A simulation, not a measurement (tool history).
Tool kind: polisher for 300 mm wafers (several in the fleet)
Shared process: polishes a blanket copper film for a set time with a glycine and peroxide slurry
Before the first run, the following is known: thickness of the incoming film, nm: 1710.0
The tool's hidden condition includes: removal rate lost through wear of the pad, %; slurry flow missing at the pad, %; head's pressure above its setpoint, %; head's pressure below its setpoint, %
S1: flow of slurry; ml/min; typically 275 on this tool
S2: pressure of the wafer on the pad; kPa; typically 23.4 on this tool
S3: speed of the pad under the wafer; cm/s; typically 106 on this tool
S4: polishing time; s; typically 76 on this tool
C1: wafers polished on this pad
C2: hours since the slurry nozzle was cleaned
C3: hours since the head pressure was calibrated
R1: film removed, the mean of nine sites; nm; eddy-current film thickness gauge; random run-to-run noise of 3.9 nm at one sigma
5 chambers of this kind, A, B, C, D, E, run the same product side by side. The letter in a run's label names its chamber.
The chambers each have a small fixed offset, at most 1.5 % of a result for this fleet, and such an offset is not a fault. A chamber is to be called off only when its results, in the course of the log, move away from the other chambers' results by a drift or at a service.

| run | hour | S1 | S2 | S3 | S4 | C1 | C2 | C3 | R1 |
|---|---|---|---|---|---|---|---|---|---|
| 1D | 5.7 | 275 | 23.4 | 106 | 76 | 77 | 69.7 | 382.3 | 437.26 |
| 2B | 10.0 | 275 | 23.4 | 106 | 76 | 725 | 213.1 | 195.3 | 437.42 |
| 3C | 15.1 | 275 | 23.4 | 106 | 76 | 302 | 130.3 | 539.7 | 431.56 |
|  | 17.6 | chamber E: worn pad replaced by a new one |
| 4E | 21.2 | 275 | 23.4 | 106 | 76 | 33 | 159.3 | 313.8 | 433.73 |
| 5A | 25.9 | 275 | 23.4 | 106 | 76 | 355 | 139.0 | 820.5 | 424.94 |
| 6A | 31.2 | 275 | 23.4 | 106 | 76 | 404 | 144.3 | 825.8 | 433.29 |
| 7C | 35.3 | 275 | 23.4 | 106 | 76 | 489 | 150.5 | 559.9 | 428.80 |
| 8E | 40.9 | 275 | 23.4 | 106 | 76 | 216 | 179.0 | 333.5 | 432.18 |
|  | 44.9 | chamber C: worn pad replaced by a new one |
| 9B | 49.3 | 275 | 23.4 | 106 | 76 | 1089 | 252.4 | 234.6 | 429.33 |
| 10D | 55.8 | 275 | 23.4 | 106 | 76 | 541 | 119.8 | 432.4 | 441.11 |
| 11B | 63.9 | 275 | 23.4 | 106 | 76 | 1224 | 267.0 | 249.2 | 430.52 |
| 12A | 71.6 | 275 | 23.4 | 106 | 76 | 778 | 184.7 | 866.2 | 424.46 |
| 13E | 77.4 | 275 | 23.4 | 106 | 76 | 554 | 215.5 | 370.0 | 434.61 |
| 14D | 85.4 | 275 | 23.4 | 106 | 76 | 816 | 149.4 | 462.0 | 427.80 |
|  | 86.0 | chamber A: head pressure recalibrated |
| 15C | 89.4 | 275 | 23.4 | 106 | 76 | 413 | 204.6 | 614.0 | 426.18 |
| 16D | 94.1 | 275 | 23.4 | 106 | 76 | 896 | 158.1 | 470.7 | 433.78 |
|  | 97.9 | chamber D: head pressure recalibrated |
|  | 99.9 | chamber A: worn pad replaced by a new one |
| 17B | 100.2 | 275 | 23.4 | 106 | 76 | 1560 | 303.3 | 285.5 | 420.85 |
|  | 103.8 | chamber C: worn pad replaced by a new one |
| 18A | 107.1 | 275 | 23.4 | 106 | 96 | 66 | 220.2 | 21.1 | 548.45 |
| 19E | 114.7 | 275 | 23.4 | 106 | 96 | 899 | 252.8 | 407.3 | 550.55 |
| 20C | 120.4 | 275 | 23.4 | 106 | 96 | 154 | 235.6 | 645.0 | 539.70 |
| 21E | 128.7 | 275 | 23.4 | 106 | 96 | 1029 | 266.8 | 421.3 | 544.94 |
|  | 131.9 | chamber D: worn pad replaced by a new one |
| 22C | 136.2 | 275 | 23.4 | 106 | 96 | 300 | 251.4 | 660.8 | 540.89 |
| 23D | 141.9 | 275 | 23.4 | 106 | 76 | 92 | 205.9 | 44.1 | 435.18 |
| 24B | 148.6 | 275 | 23.4 | 106 | 76 | 2009 | 351.7 | 333.9 | 417.11 |
|  | 148.7 | chamber E: worn pad replaced by a new one |
|  | 150.9 | chamber B: head pressure recalibrated |
| 25A | 154.1 | 275 | 23.4 | 106 | 76 | 502 | 267.2 | 68.1 | 438.01 |
| 26B | 159.4 | 220 | 23.4 | 124 | 76 | 2109 | 362.5 | 8.6 | 465.11 |
| 27C | 166.9 | 220 | 23.4 | 124 | 76 | 585 | 282.1 | 691.5 | 472.72 |
| 28E | 171.4 | 220 | 23.4 | 124 | 76 | 210 | 309.5 | 464.0 | 483.49 |
|  | 177.0 | chamber C: worn pad replaced by a new one |
|  | 177.6 | chamber E: slurry nozzle cleaned |
| 29A | 177.9 | 220 | 23.4 | 124 | 76 | 722 | 291.0 | 91.9 | 477.35 |
| 30D | 182.1 | 220 | 23.4 | 124 | 76 | 465 | 246.1 | 84.3 | 486.15 |
| 31D | 189.2 | 275 | 23.4 | 106 | 76 | 530 | 253.2 | 91.4 | 429.79 |
| 32A | 196.9 | 275 | 23.4 | 106 | 76 | 898 | 310.0 | 110.9 | 430.96 |
| 33E | 203.4 | 275 | 23.4 | 106 | 76 | 507 | 25.9 | 496.0 | 438.66 |
| 34B | 210.8 | 275 | 23.4 | 106 | 76 | 2585 | 413.9 | 60.0 | 405.92 |
| 35C | 215.1 | 275 | 31.0 | 106 | 90 | 353 | 330.3 | 739.7 | 648.27 |
| 36B | 222.9 | 275 | 31.0 | 106 | 90 | 2697 | 426.0 | 72.1 | 612.94 |
| 37C | 229.0 | 275 | 31.0 | 106 | 90 | 482 | 344.2 | 753.6 | 646.19 |
| 38A | 235.4 | 275 | 31.0 | 106 | 90 | 1255 | 348.5 | 149.4 | 654.15 |
|  | 236.4 | chamber A: worn pad replaced by a new one |
| 39D | 240.4 | 275 | 31.0 | 106 | 90 | 1005 | 304.4 | 142.6 | 664.39 |
| 40E | 246.6 | 275 | 23.4 | 106 | 76 | 907 | 69.1 | 539.2 | 433.63 |
| 41B | 255.2 | 275 | 23.4 | 106 | 76 | 2996 | 458.3 | 104.4 | 402.29 |
| 42D | 262.0 | 275 | 23.4 | 106 | 76 | 1205 | 326.0 | 164.2 | 433.12 |
| 43A | 270.1 | 275 | 23.4 | 106 | 76 | 312 | 383.2 | 184.1 | 431.00 |

Has any chamber moved away from the others, gradually or after a service, or does the common gauge drift, or do the chambers differ only by their own small steady offsets? State the chamber and the most likely cause if one applies.

One chamber, B, drifts off from the rest bit by bit.
Likeliest cause: removal rate lost through wear of the pad, % = 8.56.

Chamber B could run next with any of the 4 candidate recipes listed below; each alters the usual settings, and their results appear as question marks. Which one brings its results back in line with what the other chambers deliver on the usual settings?
In line means no further than this from the other chambers' mean on the usual settings: R1 14.00 nm
| 44B-1 | 276.3 | 275 | 22.1 | 100 | 71 |  |  |  | ? |
| 44B-2 | 276.3 | 275 | 22.8 | 106 | 72 |  |  |  | ? |
| 44B-3 | 276.3 | 275 | 24.8 | 112 | 81 |  |  |  | ? |
| 44B-4 | 276.3 | 280 | 23.4 | 116 | 76 |  |  |  | ? |

On the usual settings, the other chambers give on average: R1 430.27 nm
| run | R1 |
|---|---|
| 44B-1 | 332.92 |
| 44B-2 | 363.91 |
| 44B-3 | 462.69 |
| 44B-4 | 426.41 |
Change 44B-4 lands the chamber within the allowed miss of the other chambers.

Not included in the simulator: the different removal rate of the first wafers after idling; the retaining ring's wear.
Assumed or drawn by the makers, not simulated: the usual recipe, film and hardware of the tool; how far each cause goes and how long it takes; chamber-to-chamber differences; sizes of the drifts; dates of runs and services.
